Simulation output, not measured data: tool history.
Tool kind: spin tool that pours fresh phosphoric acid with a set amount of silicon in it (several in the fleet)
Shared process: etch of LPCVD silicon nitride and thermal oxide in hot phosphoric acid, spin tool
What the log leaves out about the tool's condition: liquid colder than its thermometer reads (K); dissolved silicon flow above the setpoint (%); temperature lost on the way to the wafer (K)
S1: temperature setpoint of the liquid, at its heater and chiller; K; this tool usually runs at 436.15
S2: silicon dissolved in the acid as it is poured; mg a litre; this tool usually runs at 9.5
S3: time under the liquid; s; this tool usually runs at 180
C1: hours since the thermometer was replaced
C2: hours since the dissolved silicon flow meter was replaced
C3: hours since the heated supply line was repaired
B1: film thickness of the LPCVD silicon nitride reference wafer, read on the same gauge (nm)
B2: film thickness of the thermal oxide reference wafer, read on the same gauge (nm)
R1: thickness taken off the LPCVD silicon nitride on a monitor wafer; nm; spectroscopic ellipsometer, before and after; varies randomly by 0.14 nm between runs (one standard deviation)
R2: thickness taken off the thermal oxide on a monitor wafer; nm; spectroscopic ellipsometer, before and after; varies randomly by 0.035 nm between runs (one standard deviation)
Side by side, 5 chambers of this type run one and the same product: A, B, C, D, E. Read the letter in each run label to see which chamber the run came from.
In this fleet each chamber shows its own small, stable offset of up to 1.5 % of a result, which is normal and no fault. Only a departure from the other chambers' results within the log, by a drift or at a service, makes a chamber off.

{"run": "1B", "hour": 4.6, "S1": 436.15, "S2": 9.5, "S3": 180, "C1": 1908.9, "C2": 278.1, "C3": 2105.8, "B1": 50.014, "B2": 40.016, "R1": 15.569, "R2": 0.5663}
{"run": "2E", "hour": 11.1, "S1": 436.15, "S2": 9.5, "S3": 180, "C1": 390.3, "C2": 2065.0, "C3": 262.0, "B1": 49.997, "B2": 39.969, "R1": 15.351, "R2": 0.55442}
{"hour": 19.3, "done": "chamber D: thermometer replaced"}
{"run": "3D", "hour": 20.5, "S1": 436.15, "S2": 9.5, "S3": 180, "C1": 1.3, "C2": 1302.2, "C3": 518.4, "B1": 49.985, "B2": 40.002, "R1": 15.49, "R2": 0.54966}
{"run": "4A", "hour": 26.8, "S1": 436.15, "S2": 9.5, "S3": 180, "C1": 2977.8, "C2": 361.8, "C3": 1191.3, "B1": 49.997, "B2": 40.015, "R1": 15.247, "R2": 0.4756}
{"run": "5C", "hour": 35.6, "S1": 436.15, "S2": 9.5, "S3": 180, "C1": 596.1, "C2": 963.5, "C3": 1113.7, "B1": 50.012, "B2": 39.988, "R1": 15.316, "R2": 0.58424}
{"run": "6C", "hour": 42.6, "S1": 436.15, "S2": 9.5, "S3": 180, "C1": 603.1, "C2": 970.5, "C3": 1120.7, "B1": 49.99, "B2": 40.013, "R1": 15.476, "R2": 0.50606}
{"run": "7E", "hour": 49.8, "S1": 434.65, "S2": 9.5, "S3": 130, "C1": 429.0, "C2": 2103.7, "C3": 300.7, "B1": 50.007, "B2": 39.982, "R1": 10.769, "R2": 0.37629}
{"run": "8A", "hour": 55.3, "S1": 434.65, "S2": 9.5, "S3": 130, "C1": 3006.3, "C2": 390.3, "C3": 1219.8, "B1": 49.983, "B2": 40.01, "R1": 10.597, "R2": 0.36629}
{"run": "9B", "hour": 60.9, "S1": 434.65, "S2": 9.5, "S3": 130, "C1": 1965.2, "C2": 334.4, "C3": 2162.1, "B1": 50.003, "B2": 39.987, "R1": 10.754, "R2": 0.34545}
{"hour": 63.1, "done": "chamber C: dissolved silicon flow meter replaced"}
{"hour": 64.4, "done": "chamber B: thermometer replaced"}
{"run": "10D", "hour": 67.7, "S1": 434.65, "S2": 9.5, "S3": 130, "C1": 48.5, "C2": 1349.4, "C3": 565.6, "B1": 49.998, "B2": 39.997, "R1": 10.713, "R2": 0.31121}
{"run": "11D", "hour": 76.3, "S1": 434.65, "S2": 9.5, "S3": 130, "C1": 57.1, "C2": 1358.0, "C3": 574.2, "B1": 49.995, "B2": 39.979, "R1": 10.773, "R2": 0.33559}
{"run": "12A", "hour": 85.1, "S1": 436.15, "S2": 9.5, "S3": 180, "C1": 3036.1, "C2": 420.1, "C3": 1249.6, "B1": 50.008, "B2": 39.995, "R1": 15.663, "R2": 0.44759}
{"run": "13C", "hour": 91.1, "S1": 435.15, "S2": 9.5, "S3": 180, "C1": 651.6, "C2": 28.1, "C3": 1169.2, "B1": 50.018, "B2": 39.95, "R1": 14.851, "R2": 0.48521}
{"hour": 91.6, "done": "chamber A: thermometer replaced"}
{"run": "14E", "hour": 95.4, "S1": 435.15, "S2": 9.5, "S3": 180, "C1": 474.6, "C2": 2149.3, "C3": 346.3, "B1": 50.002, "B2": 39.987, "R1": 14.792, "R2": 0.48093}
{"run": "15B", "hour": 99.6, "S1": 435.15, "S2": 9.5, "S3": 180, "C1": 35.2, "C2": 373.1, "C3": 2200.8, "B1": 50.0, "B2": 40.013, "R1": 15.401, "R2": 0.49603}
{"run": "16A", "hour": 107.9, "S1": 435.15, "S2": 9.5, "S3": 180, "C1": 16.4, "C2": 442.9, "C3": 1272.4, "B1": 50.028, "B2": 39.966, "R1": 15.023, "R2": 0.49258}
{"run": "17E", "hour": 114.1, "S1": 435.15, "S2": 9.5, "S3": 180, "C1": 493.3, "C2": 2168.0, "C3": 365.0, "B1": 50.011, "B2": 40.019, "R1": 15.08, "R2": 0.46649}
{"run": "18C", "hour": 119.1, "S1": 437.15, "S2": 9.5, "S3": 180, "C1": 679.6, "C2": 56.1, "C3": 1197.2, "B1": 49.996, "B2": 40.011, "R1": 15.356, "R2": 0.51556}
{"run": "19B", "hour": 125.7, "S1": 437.15, "S2": 9.5, "S3": 180, "C1": 61.3, "C2": 399.2, "C3": 2226.9, "B1": 49.993, "B2": 39.992, "R1": 16.147, "R2": 0.54813}
{"run": "20D", "hour": 133.6, "S1": 437.15, "S2": 9.5, "S3": 180, "C1": 114.4, "C2": 1415.3, "C3": 631.5, "B1": 49.986, "B2": 40.023, "R1": 16.067, "R2": 0.66618}
{"run": "21D", "hour": 137.7, "S1": 437.15, "S2": 9.5, "S3": 180, "C1": 118.5, "C2": 1419.4, "C3": 635.6, "B1": 49.999, "B2": 40.035, "R1": 16.241, "R2": 0.57411}
{"run": "22C", "hour": 147.0, "S1": 437.15, "S2": 9.5, "S3": 180, "C1": 707.5, "C2": 84.0, "C3": 1225.1, "B1": 49.997, "B2": 39.982, "R1": 15.491, "R2": 0.511}
{"run": "23E", "hour": 155.4, "S1": 436.15, "S2": 9.5, "S3": 180, "C1": 534.6, "C2": 2209.3, "C3": 406.3, "B1": 50.005, "B2": 40.001, "R1": 15.44, "R2": 0.51887}
{"run": "24B", "hour": 162.9, "S1": 436.15, "S2": 9.5, "S3": 180, "C1": 98.5, "C2": 436.4, "C3": 2264.1, "B1": 49.999, "B2": 40.016, "R1": 15.76, "R2": 0.54243}
{"run": "25A", "hour": 168.7, "S1": 436.15, "S2": 9.5, "S3": 180, "C1": 77.2, "C2": 503.7, "C3": 1333.2, "B1": 50.004, "B2": 39.985, "R1": 15.931, "R2": 0.5681}
{"run": "26B", "hour": 175.7, "S1": 436.15, "S2": 6.0, "S3": 180, "C1": 111.3, "C2": 449.2, "C3": 2276.9, "B1": 50.004, "B2": 39.991, "R1": 15.746, "R2": 0.49792}
{"run": "27E", "hour": 182.9, "S1": 436.15, "S2": 6.0, "S3": 180, "C1": 562.1, "C2": 2236.8, "C3": 433.8, "B1": 50.004, "B2": 39.981, "R1": 15.502, "R2": 0.56685}
{"run": "28A", "hour": 192.2, "S1": 436.15, "S2": 6.0, "S3": 180, "C1": 100.7, "C2": 527.2, "C3": 1356.7, "B1": 49.991, "B2": 40.006, "R1": 15.55, "R2": 0.47966}
{"run": "29C", "hour": 199.4, "S1": 436.15, "S2": 6.0, "S3": 180, "C1": 759.9, "C2": 136.4, "C3": 1277.5, "B1": 50.0, "B2": 40.02, "R1": 14.589, "R2": 0.40577}
{"run": "30D", "hour": 208.1, "S1": 436.15, "S2": 6.0, "S3": 180, "C1": 188.9, "C2": 1489.8, "C3": 706.0, "B1": 49.973, "B2": 40.011, "R1": 15.471, "R2": 0.52817}
{"run": "31D", "hour": 214.6, "S1": 436.15, "S2": 9.5, "S3": 180, "C1": 195.4, "C2": 1496.3, "C3": 712.5, "B1": 49.986, "B2": 39.982, "R1": 15.712, "R2": 0.5836}
{"run": "32C", "hour": 221.9, "S1": 436.15, "S2": 9.5, "S3": 180, "C1": 782.4, "C2": 158.9, "C3": 1300.0, "B1": 50.0, "B2": 40.002, "R1": 14.213, "R2": 0.41766}

Predict what each chamber gives when all 5 of them run the settings below next.
{"run": "33A", "hour": 228.7, "S1": 436.15, "S2": 9.5, "S3": 180, "R1": "?", "R2": "?"}
{"run": "33B", "hour": 228.7, "S1": 436.15, "S2": 9.5, "S3": 180, "R1": "?", "R2": "?"}
{"run": "33C", "hour": 228.7, "S1": 436.15, "S2": 9.5, "S3": 180, "R1": "?", "R2": "?"}
{"run": "33D", "hour": 228.7, "S1": 436.15, "S2": 9.5, "S3": 180, "R1": "?", "R2": "?"}
{"run": "33E", "hour": 228.7, "S1": 436.15, "S2": 9.5, "S3": 180, "R1": "?", "R2": "?"}

run=33A R1=15.339 R2=0.49759
run=33B R1=16.093 R2=0.60973
run=33C R1=13.867 R2=0.39890
run=33D R1=15.674 R2=0.55612
run=33E R1=15.502 R2=0.52045

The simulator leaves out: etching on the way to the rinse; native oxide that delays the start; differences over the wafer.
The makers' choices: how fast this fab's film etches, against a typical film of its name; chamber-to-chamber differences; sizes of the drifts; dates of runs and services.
